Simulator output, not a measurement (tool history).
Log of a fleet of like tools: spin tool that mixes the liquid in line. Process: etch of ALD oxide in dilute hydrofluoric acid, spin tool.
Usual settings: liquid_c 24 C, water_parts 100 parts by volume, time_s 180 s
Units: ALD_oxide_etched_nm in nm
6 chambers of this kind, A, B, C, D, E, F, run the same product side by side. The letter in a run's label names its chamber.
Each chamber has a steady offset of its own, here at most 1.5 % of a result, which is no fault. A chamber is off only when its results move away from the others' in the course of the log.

run	hour	liquid_c	water_parts	time_s	read-back film thickness of the ALD oxide reference wafer, read on the same gauge (nm)	ALD_oxide_etched_nm
1B	7.6	24	100	180	70.015	28.031
# hour 9.0: chamber E: hydrofluoric acid flow meter replaced
2E	21.9	24	100	180	69.997	28.132
# hour 33.4: chamber C: thermometer replaced
3F	34.2	24	100	180	70.002	27.776
4C	46.7	24	100	180	69.999	27.714
5A	54.7	24	100	180	69.955	28.271
6D	65.3	27	100	140	70.001	25.168
7D	78.4	27	100	140	70.044	24.915
# hour 82.3: chamber E: thermometer replaced
8E	93.6	27	100	140	69.965	24.413
9A	105.1	27	100	140	69.963	24.467
10F	115.4	27	100	140	69.942	23.946
11B	123.7	27	100	140	69.991	24.539
12C	132.9	24	100	180	70.025	27.745
13B	143.7	24	100	180	70.048	27.948
14D	152.5	29	100	270	70.016	51.072
15E	163.5	29	100	270	70.018	50.254
16C	176.0	29	100	270	70.040	51.468
17A	189.8	29	100	270	70.036	50.865
18F	204.3	29	100	270	70.016	50.189
19E	217.5	29	100	270	69.967	51.264
20B	227.7	24	100	180	70.029	28.145
21A	235.6	24	100	180	69.990	27.718
22F	248.9	24	55	245	69.982	71.474
23D	263.3	24	55	245	69.958	74.977
# hour 269.3: chamber F: thermometer replaced
24C	275.7	24	55	245	70.020	73.939
25E	285.1	24	55	245	69.985	74.266
26D	293.0	24	55	245	70.019	75.866
27C	304.3	24	55	245	69.969	73.527
28A	313.3	24	100	180	69.989	28.006
29B	324.9	24	100	180	70.039	27.857
# hour 339.1: chamber D: thermometer replaced
30F	339.5	24	100	180	70.031	26.274
31A	352.5	24	100	180	69.990	28.247
32F	365.9	24	100	180	70.024	26.502
33D	374.4	24	100	180	69.999	28.597
34C	389.6	24	100	180	69.967	27.859
35E	401.2	24	100	180	70.063	28.012
36B	413.6	24	100	180	69.991	27.453
37A	424.5	24	100	180	70.018	28.337
38B	434.6	24	100	180	70.056	28.303
# hour 439.5: chamber C: hydrofluoric acid flow meter replaced
39D	447.7	24	100	180	69.975	28.715
40E	457.8	24	100	180	69.965	27.810
41C	465.5	24	100	180	70.003	27.938
42F	475.0	24	100	180	69.976	25.957

Next, every chamber runs the same settings. What will each give?
43A	486.1	24	100	180		?
43B	486.1	24	100	180		?
43C	486.1	24	100	180		?
43D	486.1	24	100	180		?
43E	486.1	24	100	180		?
43F	486.1	24	100	180		?

run	ALD_oxide_etched_nm
43A	28.267
43B	27.656
43C	28.133
43D	28.404
43E	28.050
43F	25.768

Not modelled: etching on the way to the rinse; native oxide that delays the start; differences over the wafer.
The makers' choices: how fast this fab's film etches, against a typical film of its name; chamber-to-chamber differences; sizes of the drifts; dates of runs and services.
